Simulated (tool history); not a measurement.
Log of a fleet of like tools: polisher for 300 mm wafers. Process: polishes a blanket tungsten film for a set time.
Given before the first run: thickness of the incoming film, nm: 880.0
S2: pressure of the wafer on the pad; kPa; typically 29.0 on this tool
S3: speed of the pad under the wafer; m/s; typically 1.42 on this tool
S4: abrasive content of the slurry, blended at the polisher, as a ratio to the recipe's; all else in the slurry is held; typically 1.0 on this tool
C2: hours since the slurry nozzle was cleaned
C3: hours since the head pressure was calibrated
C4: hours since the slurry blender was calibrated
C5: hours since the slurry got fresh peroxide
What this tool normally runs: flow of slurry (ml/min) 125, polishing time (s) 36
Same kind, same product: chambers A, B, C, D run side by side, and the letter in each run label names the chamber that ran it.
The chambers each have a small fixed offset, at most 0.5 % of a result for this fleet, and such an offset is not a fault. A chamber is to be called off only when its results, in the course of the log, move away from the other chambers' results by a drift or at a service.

run 1B day=0.525 | flow_of_slurry_(ml/min)=125 S2=29.0 S3=1.42 S4=1.0 polishing_time_(s)=36 | wafers_polished_on_this_pad=797 C2=75.5 C3=466.5 C4=133.4 C5=159.0 | film_removed_(angstrom)=2402.8
-- day=0.650 chamber B: slurry blender recalibrated
-- day=0.717 chamber D: worn pad replaced by a new one
run 2A day=1.029 | flow_of_slurry_(ml/min)=125 S2=29.0 S3=1.42 S4=1.0 polishing_time_(s)=36 | wafers_polished_on_this_pad=633 C2=183.9 C3=373.1 C4=228.6 C5=44.5 | film_removed_(angstrom)=2409.5
-- day=1.154 chamber B: worn pad replaced by a new one
-- day=1.162 chamber A: worn pad replaced by a new one
run 3C day=1.354 | flow_of_slurry_(ml/min)=125 S2=29.0 S3=1.42 S4=1.0 polishing_time_(s)=36 | wafers_polished_on_this_pad=1407 C2=304.7 C3=380.6 C4=70.7 C5=43.9 | film_removed_(angstrom)=2354.8
-- day=1.400 chamber A: slurry tank refilled with fresh slurry and peroxide
-- day=1.546 chamber C: worn pad replaced by a new one
run 4D day=1.608 | flow_of_slurry_(ml/min)=125 S2=29.0 S3=1.42 S4=1.0 polishing_time_(s)=36 | wafers_polished_on_this_pad=210 C2=232.0 C3=192.3 C4=272.1 C5=65.0 | film_removed_(angstrom)=2352.7
run 5D day=1.858 | flow_of_slurry_(ml/min)=125 S2=29.0 S3=1.42 S4=1.0 polishing_time_(s)=36 | wafers_polished_on_this_pad=269 C2=238.0 C3=198.3 C4=278.1 C5=71.0 | film_removed_(angstrom)=2360.1
-- day=2.171 chamber B: slurry tank refilled with fresh slurry and peroxide
run 6B day=2.300 | flow_of_slurry_(ml/min)=125 S2=29.0 S3=1.42 S4=1.0 polishing_time_(s)=36 | wafers_polished_on_this_pad=270 C2=118.1 C3=509.1 C4=39.6 C5=3.1 | film_removed_(angstrom)=2391.3
run 7C day=2.746 | flow_of_slurry_(ml/min)=125 S2=29.0 S3=1.42 S4=1.0 polishing_time_(s)=36 | wafers_polished_on_this_pad=282 C2=338.1 C3=414.0 C4=104.1 C5=77.3 | film_removed_(angstrom)=2408.4
-- day=2.771 chamber A: head pressure recalibrated
-- day=2.792 chamber D: slurry blender recalibrated
run 8A day=3.075 | flow_of_slurry_(ml/min)=125 S2=29.0 S3=1.42 S4=1.0 polishing_time_(s)=36 | wafers_polished_on_this_pad=451 C2=233.0 C3=7.3 C4=277.7 C5=40.3 | film_removed_(angstrom)=2362.5
run 9B day=3.379 | flow_of_slurry_(ml/min)=125 S2=29.0 S3=1.42 S4=1.0 polishing_time_(s)=36 | wafers_polished_on_this_pad=524 C2=144.0 C3=535.0 C4=65.5 C5=29.0 | film_removed_(angstrom)=2354.9
-- day=3.579 chamber A: worn pad replaced by a new one
-- day=3.633 chamber D: slurry tank refilled with fresh slurry and peroxide
-- day=3.754 chamber A: slurry tank refilled with fresh slurry and peroxide
run 10C day=3.788 | flow_of_slurry_(ml/min)=125 S2=29.0 S3=1.42 S4=1.0 polishing_time_(s)=36 | wafers_polished_on_this_pad=528 C2=363.1 C3=439.0 C4=129.1 C5=102.3 | film_removed_(angstrom)=2424.0
run 11A day=4.221 | flow_of_slurry_(ml/min)=125 S2=29.0 S3=1.42 S4=1.0 polishing_time_(s)=36 | wafers_polished_on_this_pad=151 C2=260.5 C3=34.8 C4=305.2 C5=11.3 | film_removed_(angstrom)=2394.5
run 12D day=4.621 | flow_of_slurry_(ml/min)=160 S2=25.5 S3=1.42 S4=1.0 polishing_time_(s)=36 | wafers_polished_on_this_pad=919 C2=304.3 C3=264.6 C4=44.0 C5=23.8 | film_removed_(angstrom)=2198.9
-- day=4.733 chamber D: worn pad replaced by a new one
-- day=4.883 chamber B: worn pad replaced by a new one
run 13B day=5.038 | flow_of_slurry_(ml/min)=160 S2=25.5 S3=1.42 S4=1.0 polishing_time_(s)=36 | wafers_polished_on_this_pad=36 C2=183.8 C3=574.8 C4=105.3 C5=68.8 | film_removed_(angstrom)=2212.5
run 14C day=5.450 | flow_of_slurry_(ml/min)=160 S2=25.5 S3=1.42 S4=1.0 polishing_time_(s)=36 | wafers_polished_on_this_pad=919 C2=403.0 C3=478.9 C4=169.0 C5=142.2 | film_removed_(angstrom)=2208.1
-- day=5.646 chamber D: head pressure recalibrated
-- day=5.750 chamber C: slurry tank refilled with fresh slurry and peroxide
run 15A day=5.912 | flow_of_slurry_(ml/min)=160 S2=25.5 S3=1.42 S4=1.0 polishing_time_(s)=36 | wafers_polished_on_this_pad=549 C2=301.1 C3=75.4 C4=345.8 C5=51.9 | film_removed_(angstrom)=2210.8
-- day=6.183 chamber A: worn pad replaced by a new one
run 16D day=6.192 | flow_of_slurry_(ml/min)=125 S2=29.0 S3=1.42 S4=1.0 polishing_time_(s)=36 | wafers_polished_on_this_pad=344 C2=342.0 C3=13.1 C4=81.7 C5=61.5 | film_removed_(angstrom)=2370.1
-- day=6.246 chamber A: slurry tank refilled with fresh slurry and peroxide
run 17C day=6.558 | flow_of_slurry_(ml/min)=125 S2=29.0 S3=1.42 S4=1.0 polishing_time_(s)=36 | wafers_polished_on_this_pad=1180 C2=429.6 C3=505.5 C4=195.6 C5=19.5 | film_removed_(angstrom)=2386.4
-- day=6.762 chamber A: slurry blender recalibrated
run 18A day=7.054 | flow_of_slurry_(ml/min)=125 S2=29.0 S3=1.42 S4=1.0 polishing_time_(s)=47 | wafers_polished_on_this_pad=205 C2=328.5 C3=102.8 C4=7.1 C5=19.4 | film_removed_(angstrom)=3133.1
-- day=7.104 chamber B: slurry blender recalibrated
run 19B day=7.412 | flow_of_slurry_(ml/min)=125 S2=29.0 S3=1.42 S4=1.0 polishing_time_(s)=47 | wafers_polished_on_this_pad=595 C2=240.8 C3=631.8 C4=7.4 C5=125.8 | film_removed_(angstrom)=3069.5
-- day=7.533 chamber D: slurry tank refilled with fresh slurry and peroxide
run 20D day=7.817 | flow_of_slurry_(ml/min)=125 S2=29.0 S3=1.42 S4=1.0 polishing_time_(s)=47 | wafers_polished_on_this_pad=726 C2=381.0 C3=52.1 C4=120.7 C5=6.9 | film_removed_(angstrom)=3009.3
-- day=7.967 chamber C: worn pad replaced by a new one
run 21B day=8.158 | flow_of_slurry_(ml/min)=125 S2=29.0 S3=1.42 S4=1.0 polishing_time_(s)=47 | wafers_polished_on_this_pad=771 C2=258.7 C3=649.7 C4=25.3 C5=143.7 | film_removed_(angstrom)=3099.1
-- day=8.500 chamber B: slurry nozzle cleaned
run 22C day=8.550 | flow_of_slurry_(ml/min)=125 S2=19.3 S3=1.42 S4=1.0 polishing_time_(s)=36 | wafers_polished_on_this_pad=137 C2=477.4 C3=553.3 C4=243.4 C5=67.3 | film_removed_(angstrom)=1627.9
-- day=8.600 chamber A: worn pad replaced by a new one
-- day=8.633 chamber A: slurry tank refilled with fresh slurry and peroxide
-- day=8.667 chamber C: head pressure recalibrated
run 23D day=8.921 | flow_of_slurry_(ml/min)=125 S2=19.3 S3=1.42 S4=1.0 polishing_time_(s)=36 | wafers_polished_on_this_pad=986 C2=407.5 C3=78.6 C4=147.2 C5=33.4 | film_removed_(angstrom)=1566.0
-- day=9.088 chamber B: worn pad replaced by a new one
run 24A day=9.196 | flow_of_slurry_(ml/min)=125 S2=19.3 S3=1.42 S4=1.0 polishing_time_(s)=36 | wafers_polished_on_this_pad=140 C2=379.9 C3=154.2 C4=58.5 C5=13.6 | film_removed_(angstrom)=1586.2
-- day=9.325 chamber D: worn pad replaced by a new one
run 25D day=9.596 | flow_of_slurry_(ml/min)=125 S2=19.3 S3=1.42 S4=1.0 polishing_time_(s)=36 | wafers_polished_on_this_pad=64 C2=423.7 C3=94.8 C4=163.4 C5=49.6 | film_removed_(angstrom)=1556.0
run 26B day=9.862 | flow_of_slurry_(ml/min)=125 S2=29.0 S3=1.42 S4=1.0 polishing_time_(s)=36 | wafers_polished_on_this_pad=183 C2=32.8 C3=690.6 C4=66.2 C5=184.6 | film_removed_(angstrom)=2412.2
-- day=10.021 chamber B: slurry tank refilled with fresh slurry and peroxide
run 27A day=10.312 | flow_of_slurry_(ml/min)=125 S2=29.0 S3=1.42 S4=1.0 polishing_time_(s)=36 | wafers_polished_on_this_pad=403 C2=406.7 C3=181.0 C4=85.3 C5=40.4 | film_removed_(angstrom)=2369.2
run 28C day=10.721 | flow_of_slurry_(ml/min)=125 S2=19.3 S3=1.42 S4=1.0 polishing_time_(s)=28 | wafers_polished_on_this_pad=648 C2=529.5 C3=49.3 C4=295.5 C5=119.4 | film_removed_(angstrom)=1248.9
-- day=10.812 chamber A: worn pad replaced by a new one
run 29B day=11.175 | flow_of_slurry_(ml/min)=125 S2=19.3 S3=1.42 S4=1.0 polishing_time_(s)=28 | wafers_polished_on_this_pad=492 C2=64.3 C3=722.1 C4=97.7 C5=27.7 | film_removed_(angstrom)=1227.0
-- day=11.396 chamber C: slurry blender recalibrated
-- day=11.538 chamber A: slurry tank refilled with fresh slurry and peroxide
-- day=11.667 chamber C: slurry tank refilled with fresh slurry and peroxide
run 30D day=11.667 | flow_of_slurry_(ml/min)=125 S2=19.3 S3=1.42 S4=1.0 polishing_time_(s)=28 | wafers_polished_on_this_pad=551 C2=473.4 C3=144.5 C4=213.1 C5=99.3 | film_removed_(angstrom)=1187.2
-- day=11.779 chamber D: slurry tank refilled with fresh slurry and peroxide
-- day=11.967 chamber C: slurry nozzle cleaned
run 31A day=12.088 | flow_of_slurry_(ml/min)=125 S2=19.3 S3=1.42 S4=1.0 polishing_time_(s)=28 | wafers_polished_on_this_pad=300 C2=449.3 C3=223.6 C4=127.9 C5=13.2 | film_removed_(angstrom)=1246.0
run 32C day=12.425 | flow_of_slurry_(ml/min)=125 S2=29.0 S3=1.42 S4=1.0 polishing_time_(s)=36 | wafers_polished_on_this_pad=1049 C2=11.0 C3=90.2 C4=24.7 C5=18.3 | film_removed_(angstrom)=2391.6
run 33D day=12.721 | flow_of_slurry_(ml/min)=125 S2=29.0 S3=1.42 S4=1.0 polishing_time_(s)=36 | wafers_polished_on_this_pad=799 C2=498.7 C3=169.8 C4=238.4 C5=22.6 | film_removed_(angstrom)=2223.8

Each of the 4 chambers runs these same settings next. Fill in every chamber's results:
run 34A day=13.104 | flow_of_slurry_(ml/min)=125 S2=29.0 S3=1.42 S4=1.1 polishing_time_(s)=36 | film_removed_(angstrom)=?
run 34B day=13.104 | flow_of_slurry_(ml/min)=125 S2=29.0 S3=1.42 S4=1.1 polishing_time_(s)=36 | film_removed_(angstrom)=?
run 34C day=13.104 | flow_of_slurry_(ml/min)=125 S2=29.0 S3=1.42 S4=1.1 polishing_time_(s)=36 | film_removed_(angstrom)=?
run 34D day=13.104 | flow_of_slurry_(ml/min)=125 S2=29.0 S3=1.42 S4=1.1 polishing_time_(s)=36 | film_removed_(angstrom)=?

run=34A film_removed_(angstrom)=2416.1
run=34B film_removed_(angstrom)=2435.8
run=34C film_removed_(angstrom)=2473.1
run=34D film_removed_(angstrom)=2270.1
